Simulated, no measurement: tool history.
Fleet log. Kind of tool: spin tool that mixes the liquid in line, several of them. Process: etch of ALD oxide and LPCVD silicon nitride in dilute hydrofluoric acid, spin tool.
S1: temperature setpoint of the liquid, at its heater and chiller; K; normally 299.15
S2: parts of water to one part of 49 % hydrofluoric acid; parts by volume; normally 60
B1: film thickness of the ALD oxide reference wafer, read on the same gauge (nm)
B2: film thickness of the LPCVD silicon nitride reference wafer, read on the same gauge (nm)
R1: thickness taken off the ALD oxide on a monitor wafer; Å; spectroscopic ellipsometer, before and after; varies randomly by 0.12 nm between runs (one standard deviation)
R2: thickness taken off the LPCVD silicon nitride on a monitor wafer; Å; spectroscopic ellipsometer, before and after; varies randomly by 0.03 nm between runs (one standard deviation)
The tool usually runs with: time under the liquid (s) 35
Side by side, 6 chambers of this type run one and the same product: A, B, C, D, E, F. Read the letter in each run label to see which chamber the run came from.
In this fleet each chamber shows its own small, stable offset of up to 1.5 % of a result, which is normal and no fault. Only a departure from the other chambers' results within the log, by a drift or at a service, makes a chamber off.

Run 1F, day 0.179: usual settings; B1 59.994; B2 40.016. Result: R1 179.17 Å, R2 3.6393 Å.
At day 0.217: chamber A: thermometer replaced.
Run 2B, day 0.388: usual settings; B1 59.972; B2 40.025. Result: R1 179.02 Å, R2 3.3559 Å.
Run 3D, day 0.579: usual settings; B1 59.976; B2 39.980. Result: R1 179.43 Å, R2 3.2387 Å.
Run 4A, day 0.692: usual settings; B1 60.015; B2 39.991. Result: R1 182.78 Å, R2 3.4530 Å.
At day 0.858: chamber D: hydrofluoric acid flow meter replaced.
Run 5C, day 0.862: usual settings; B1 60.025; B2 40.006. Result: R1 178.70 Å, R2 2.8065 Å.
Run 6E, day 1.017: usual settings but S1 303.15 K, S2 80 parts by volume; B1 60.050; B2 40.000. Result: R1 153.21 Å, R2 3.3592 Å.
Run 7D, day 1.200: usual settings but S1 303.15 K, S2 80 parts by volume; B1 59.994; B2 40.005. Result: R1 151.66 Å, R2 2.9625 Å.
Run 8F, day 1.321: usual settings but S1 303.15 K, S2 80 parts by volume; B1 59.997; B2 40.023. Result: R1 153.67 Å, R2 3.1326 Å.
Run 9E, day 1.488: usual settings but S1 303.15 K, S2 80 parts by volume; B1 59.966; B2 39.972. Result: R1 153.85 Å, R2 3.7166 Å.
Run 10B, day 1.692: usual settings but S1 303.15 K, S2 80 parts by volume; B1 59.992; B2 39.992. Result: R1 150.85 Å, R2 3.8147 Å.
Run 11A, day 1.892: usual settings but S1 303.15 K, S2 80 parts by volume; B1 59.977; B2 39.974. Result: R1 153.83 Å, R2 3.2858 Å.
Run 12C, day 2.092: usual settings; B1 59.988; B2 40.015. Result: R1 175.35 Å, R2 3.2200 Å.
Run 13D, day 2.183: usual settings; B1 60.045; B2 39.995. Result: R1 179.58 Å, R2 2.9074 Å.
Run 14F, day 2.312: usual settings; B1 60.028; B2 40.008. Result: R1 181.24 Å, R2 3.3924 Å.
Run 15B, day 2.412: usual settings; B1 59.946; B2 39.992. Result: R1 178.50 Å, R2 3.7469 Å.
Run 16A, day 2.554: usual settings; B1 59.978; B2 39.996. Result: R1 184.24 Å, R2 3.0789 Å.
Run 17C, day 2.738: usual settings; B1 59.977; B2 40.020. Result: R1 175.82 Å, R2 2.7189 Å.
Run 18E, day 2.854: usual settings; B1 60.004; B2 39.983. Result: R1 179.68 Å, R2 2.9513 Å.
At day 2.879: chamber B: hydrofluoric acid flow meter replaced.
Run 19A, day 3.058: usual settings; B1 60.012; B2 39.988. Result: R1 182.33 Å, R2 2.9270 Å.
Run 20F, day 3.150: usual settings; B1 60.006; B2 39.972. Result: R1 176.71 Å, R2 3.5989 Å.
Run 21C, day 3.283: usual settings; B1 59.993; B2 39.996. Result: R1 171.62 Å, R2 3.1680 Å.
Run 22B, day 3.383: usual settings; B1 59.980; B2 39.968. Result: R1 177.91 Å, R2 3.4354 Å.
Run 23E, day 3.496: usual settings; B1 60.015; B2 40.012. Result: R1 180.36 Å, R2 3.1364 Å.
Run 24D, day 3.654: usual settings; B1 59.969; B2 39.997. Result: R1 177.20 Å, R2 3.0581 Å.
Run 25A, day 3.825: usual settings; B1 60.011; B2 40.012. Result: R1 181.16 Å, R2 3.3670 Å.
At day 3.971: chamber D: thermometer replaced.
Run 26C, day 4.004: usual settings; B1 60.005; B2 40.019. Result: R1 171.12 Å, R2 2.8979 Å.
Run 27F, day 4.212: usual settings; B1 60.015; B2 40.017. Result: R1 180.90 Å, R2 3.2304 Å.
Run 28D, day 4.325: usual settings but S2 45 parts by volume, time under the liquid (s) 50; B1 60.005; B2 39.957. Result: R1 348.72 Å, R2 5.8693 Å.
Run 29B, day 4.471: usual settings but S2 45 parts by volume, time under the liquid (s) 50; B1 60.001; B2 40.014. Result: R1 349.08 Å, R2 6.7290 Å.
Run 30E, day 4.600: usual settings but S2 45 parts by volume, time under the liquid (s) 50; B1 60.016; B2 40.007. Result: R1 351.04 Å, R2 7.1912 Å.
Run 31F, day 4.796: usual settings but S2 45 parts by volume, time under the liquid (s) 50; B1 59.994; B2 40.007. Result: R1 345.69 Å, R2 6.7723 Å.
Run 32E, day 4.892: usual settings but S2 45 parts by volume, time under the liquid (s) 50; B1 59.997; B2 40.004. Result: R1 348.03 Å, R2 5.9678 Å.
Run 33D, day 5.092: usual settings but S2 45 parts by volume, time under the liquid (s) 50; B1 59.990; B2 40.005. Result: R1 344.25 Å, R2 6.2594 Å.
Run 34B, day 5.183: usual settings; B1 59.996; B2 40.013. Result: R1 179.88 Å, R2 2.6530 Å.
Run 35A, day 5.371: usual settings; B1 59.956; B2 40.010. Result: R1 180.30 Å, R2 3.0615 Å.
Run 36C, day 5.558: usual settings; B1 59.998; B2 40.024. Result: R1 166.84 Å, R2 2.7871 Å.
Run 37F, day 5.675: usual settings; B1 60.019; B2 39.986. Result: R1 178.93 Å, R2 3.0297 Å.
Run 38D, day 5.775: usual settings; B1 59.978; B2 39.984. Result: R1 179.40 Å, R2 2.7400 Å.
Run 39E, day 5.988: usual settings; B1 59.987; B2 40.018. Result: R1 178.31 Å, R2 3.3853 Å.
At day 6.054: chamber A: hydrofluoric acid flow meter replaced.
Run 40B, day 6.175: usual settings; B1 59.997; B2 40.019. Result: R1 179.40 Å, R2 2.7309 Å.
Run 41C, day 6.292: usual settings but time under the liquid (s) 45; B1 60.018; B2 39.995. Result: R1 211.55 Å, R2 3.6683 Å.
Run 42A, day 6.454: usual settings but time under the liquid (s) 45; B1 60.000; B2 39.999. Result: R1 233.22 Å, R2 3.9454 Å.
Run 43E, day 6.600: usual settings but time under the liquid (s) 45; B1 60.029; B2 40.001. Result: R1 233.03 Å, R2 4.8080 Å.

Has any chamber moved away from the others, gradually or after a service, or does the common gauge drift, or do the chambers differ only by their own small steady offsets? State the chamber and the most likely cause if one applies.

One chamber, C, drifts off from the rest bit by bit.
Cause: liquid colder than its thermometer reads (K) = 2.26.

Chamber C could run next with any of the 4 candidate recipes listed below; each alters the usual settings, and their results appear as question marks. Which one brings its results back in line with what the other chambers deliver on the usual settings?
To be in line, a result may differ from the other chambers' mean on the usual settings by at most: R1 4.20 Å; R2 1.0000 Å
Run 44C-1, day 6.754: usual settings but S1 299.65 K. Result: R1 ?, R2 ?.
Run 44C-2, day 6.754: usual settings but S1 297.15 K. Result: R1 ?, R2 ?.
Run 44C-3, day 6.754: usual settings but S1 298.65 K. Result: R1 ?, R2 ?.
Run 44C-4, day 6.754: usual settings but S1 301.15 K. Result: R1 ?, R2 ?.

The other chambers' mean on the usual settings: R1 179.83 Å; R2 3.2814 Å
  run      R1      R2
44C-1  167.42  2.9600
44C-2  151.30  2.5064
44C-3  160.78  2.7694
44C-4  177.77  3.2668
It is 44C-4 that realigns the chamber with its peers.
